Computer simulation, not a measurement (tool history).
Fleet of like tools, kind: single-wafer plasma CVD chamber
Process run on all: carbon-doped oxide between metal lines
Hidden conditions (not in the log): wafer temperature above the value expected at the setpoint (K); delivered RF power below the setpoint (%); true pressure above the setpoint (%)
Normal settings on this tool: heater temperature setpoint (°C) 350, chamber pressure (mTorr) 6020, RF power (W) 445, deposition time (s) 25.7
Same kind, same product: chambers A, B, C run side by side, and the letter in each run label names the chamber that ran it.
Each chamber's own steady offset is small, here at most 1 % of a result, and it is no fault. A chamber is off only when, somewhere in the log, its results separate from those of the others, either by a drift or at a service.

| run | day | heater temperature setpoint (°C) | chamber pressure (mTorr) | RF power (W) | deposition time (s) | hours since the last thermocouple change | hours since the last RF generator calibration | hours since the last manometer calibration | read-back reference wafer on the same gauge, thickness_nm | mean film thickness on the monitor wafer (nm) |
|---|---|---|---|---|---|---|---|---|---|---|
| 1A | 0.304 | 350 | 6020 | 445 | 25.7 | 1926.4 | 2060.0 | 329.6 | 149.04 | 125.48 |
| 2C | 0.596 | 350 | 6020 | 445 | 25.7 | 1006.8 | 606.0 | 1367.0 | 149.10 | 124.21 |
| 3B | 0.858 | 350 | 6020 | 445 | 25.7 | 941.6 | 554.5 | 2405.5 | 149.13 | 123.75 |
|  | 1.062 | chamber A: RF generator calibrated |
| 4C | 1.183 | 350 | 6020 | 445 | 25.7 | 1020.9 | 620.1 | 1381.1 | 149.17 | 124.47 |
| 5B | 1.408 | 350 | 6020 | 445 | 25.7 | 954.8 | 567.7 | 2418.7 | 149.23 | 124.11 |
| 6A | 1.621 | 359 | 6020 | 445 | 25.7 | 1958.0 | 13.5 | 361.2 | 149.24 | 122.90 |
| 7A | 1.862 | 359 | 6020 | 445 | 25.7 | 1963.8 | 19.3 | 367.0 | 149.24 | 122.84 |
| 8C | 2.083 | 359 | 6020 | 445 | 25.7 | 1042.5 | 641.7 | 1402.7 | 149.25 | 121.63 |
|  | 2.158 | chamber C: capacitance manometer re-zeroed and calibrated |
| 9B | 2.375 | 350 | 6020 | 445 | 25.7 | 978.0 | 590.9 | 2441.9 | 149.34 | 124.02 |
| 10C | 2.671 | 350 | 6020 | 445 | 25.7 | 1056.6 | 655.8 | 12.3 | 149.37 | 124.92 |
| 11A | 2.825 | 350 | 6020 | 445 | 25.7 | 1986.9 | 42.4 | 390.1 | 149.37 | 125.77 |
| 12B | 3.033 | 350 | 6020 | 445 | 25.7 | 993.8 | 606.7 | 2457.7 | 149.37 | 124.17 |
| 13B | 3.225 | 350 | 6020 | 485 | 30.2 | 998.4 | 611.3 | 2462.3 | 149.46 | 154.02 |
| 14C | 3.375 | 350 | 6020 | 485 | 30.2 | 1073.5 | 672.7 | 29.2 | 149.45 | 155.40 |
| 15A | 3.654 | 350 | 6020 | 485 | 30.2 | 2006.8 | 62.3 | 410.0 | 149.51 | 156.57 |
| 16B | 3.954 | 350 | 6020 | 445 | 25.7 | 1015.9 | 628.8 | 2479.8 | 149.53 | 124.17 |
| 17C | 4.204 | 350 | 6020 | 445 | 25.7 | 1093.4 | 692.6 | 49.1 | 149.54 | 124.86 |
| 18A | 4.525 | 350 | 6020 | 445 | 25.7 | 2027.7 | 83.2 | 430.9 | 149.61 | 126.18 |
| 19A | 4.704 | 350 | 6020 | 445 | 25.7 | 2032.0 | 87.5 | 435.2 | 149.64 | 125.88 |
| 20B | 4.883 | 350 | 6020 | 365 | 25.7 | 1038.2 | 651.1 | 2502.1 | 149.64 | 106.77 |

Read the log: is a single chamber off, either drifting away or since a service, is the gauge that measures every chamber drifting, or is nothing wrong beyond small per-chamber offsets? Name any odd chamber and what most likely caused it.

Gauge drift. The chambers move together only on paper, and none stands off.
Cause: gauge reads high (%) = 0.455.
